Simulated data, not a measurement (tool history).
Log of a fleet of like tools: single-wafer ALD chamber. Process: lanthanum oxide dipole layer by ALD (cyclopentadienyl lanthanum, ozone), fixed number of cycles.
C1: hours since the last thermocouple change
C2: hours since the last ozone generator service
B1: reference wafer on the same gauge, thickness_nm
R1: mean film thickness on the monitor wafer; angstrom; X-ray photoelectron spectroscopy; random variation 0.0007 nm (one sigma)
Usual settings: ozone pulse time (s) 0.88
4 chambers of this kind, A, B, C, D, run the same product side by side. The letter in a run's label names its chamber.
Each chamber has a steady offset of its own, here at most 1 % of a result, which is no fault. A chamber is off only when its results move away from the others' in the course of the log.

{"run": "1C", "hour": 7.3, "ozone pulse time (s)": 0.88, "C1": 917.7, "C2": 630.6, "B1": 0.40885, "R1": 4.772}
{"run": "2B", "hour": 21.8, "ozone pulse time (s)": 0.88, "C1": 685.9, "C2": 772.5, "B1": 0.40879, "R1": 4.7934}
{"run": "3A", "hour": 32.6, "ozone pulse time (s)": 0.88, "C1": 1224.1, "C2": 1369.7, "B1": 0.40876, "R1": 4.8213}
{"run": "4D", "hour": 46.5, "ozone pulse time (s)": 0.88, "C1": 176, "C2": 636, "B1": 0.40874, "R1": 4.7611}
{"run": "5D", "hour": 60.5, "ozone pulse time (s)": 0.88, "C1": 190, "C2": 650, "B1": 0.40845, "R1": 4.7594}
{"run": "6B", "hour": 75.4, "ozone pulse time (s)": 0.88, "C1": 739.5, "C2": 826.1, "B1": 0.40843, "R1": 4.7875}
{"run": "7A", "hour": 88.8, "ozone pulse time (s)": 0.88, "C1": 1280.3, "C2": 1425.9, "B1": 0.40839, "R1": 4.8066}
{"run": "8C", "hour": 97.6, "ozone pulse time (s)": 0.88, "C1": 1008, "C2": 720.9, "B1": 0.40826, "R1": 4.7894}
{"hour": 102.8, "done": "chamber A: ozone generator serviced"}
{"run": "9B", "hour": 109.4, "ozone pulse time (s)": 0.75, "C1": 773.5, "C2": 860.1, "B1": 0.40812, "R1": 4.4909}
{"run": "10D", "hour": 116.3, "ozone pulse time (s)": 0.75, "C1": 245.8, "C2": 705.8, "B1": 0.4081, "R1": 4.4688}
{"run": "11A", "hour": 128.7, "ozone pulse time (s)": 0.75, "C1": 1320.2, "C2": 26, "B1": 0.40802, "R1": 4.5015}
{"run": "12C", "hour": 142.4, "ozone pulse time (s)": 0.75, "C1": 1052.8, "C2": 765.7, "B1": 0.40801, "R1": 4.4839}
{"hour": 148.4, "done": "chamber A: thermocouple changed; heater temperature recalibrated"}
{"run": "13A", "hour": 157.9, "ozone pulse time (s)": 0.61, "C1": 9.5, "C2": 55.2, "B1": 0.40769, "R1": 4.0899}
{"run": "14C", "hour": 170.3, "ozone pulse time (s)": 0.61, "C1": 1080.7, "C2": 793.6, "B1": 0.40782, "R1": 4.0757}
{"run": "15B", "hour": 183.2, "ozone pulse time (s)": 0.61, "C1": 847.3, "C2": 933.9, "B1": 0.40786, "R1": 4.0773}
{"run": "16D", "hour": 198.0, "ozone pulse time (s)": 0.61, "C1": 327.5, "C2": 787.5, "B1": 0.40764, "R1": 4.0709}
{"run": "17D", "hour": 212.3, "ozone pulse time (s)": 0.57, "C1": 341.8, "C2": 801.8, "B1": 0.40754, "R1": 3.9253}
{"hour": 220.7, "done": "chamber D: ozone generator serviced"}
{"run": "18A", "hour": 223.1, "ozone pulse time (s)": 0.57, "C1": 74.7, "C2": 120.4, "B1": 0.40731, "R1": 3.9487}
{"run": "19C", "hour": 233.9, "ozone pulse time (s)": 0.57, "C1": 1144.3, "C2": 857.2, "B1": 0.40732, "R1": 3.9249}
{"run": "20B", "hour": 241.3, "ozone pulse time (s)": 0.57, "C1": 905.4, "C2": 992, "B1": 0.40734, "R1": 3.9254}
{"run": "21D", "hour": 254.7, "ozone pulse time (s)": 0.88, "C1": 384.2, "C2": 34.1, "B1": 0.40716, "R1": 4.7391}
{"run": "22B", "hour": 262.1, "ozone pulse time (s)": 0.88, "C1": 926.2, "C2": 1012.8, "B1": 0.40717, "R1": 4.7573}
{"run": "23A", "hour": 272.0, "ozone pulse time (s)": 0.88, "C1": 123.6, "C2": 169.3, "B1": 0.40698, "R1": 4.7953}
{"run": "24C", "hour": 284.8, "ozone pulse time (s)": 0.88, "C1": 1195.2, "C2": 908.1, "B1": 0.40699, "R1": 4.7665}
{"run": "25D", "hour": 294.2, "ozone pulse time (s)": 0.88, "C1": 423.7, "C2": 73.6, "B1": 0.40682, "R1": 4.748}
{"run": "26C", "hour": 308.1, "ozone pulse time (s)": 1.07, "C1": 1218.5, "C2": 931.4, "B1": 0.40681, "R1": 5.0733}
{"run": "27A", "hour": 321.0, "ozone pulse time (s)": 1.07, "C1": 172.6, "C2": 218.3, "B1": 0.40681, "R1": 5.0897}
{"run": "28B", "hour": 335.3, "ozone pulse time (s)": 1.07, "C1": 999.4, "C2": 1086, "B1": 0.40653, "R1": 5.0683}

What goes on in this fleet: one chamber off, a drifting gauge, or nothing beyond the chambers' own small offsets? Name the chamber and the cause, if any.

The gauge drifts, so all chambers seem to drift together. No chamber is off.
Cause: gauge reads low (%) = 0.606.

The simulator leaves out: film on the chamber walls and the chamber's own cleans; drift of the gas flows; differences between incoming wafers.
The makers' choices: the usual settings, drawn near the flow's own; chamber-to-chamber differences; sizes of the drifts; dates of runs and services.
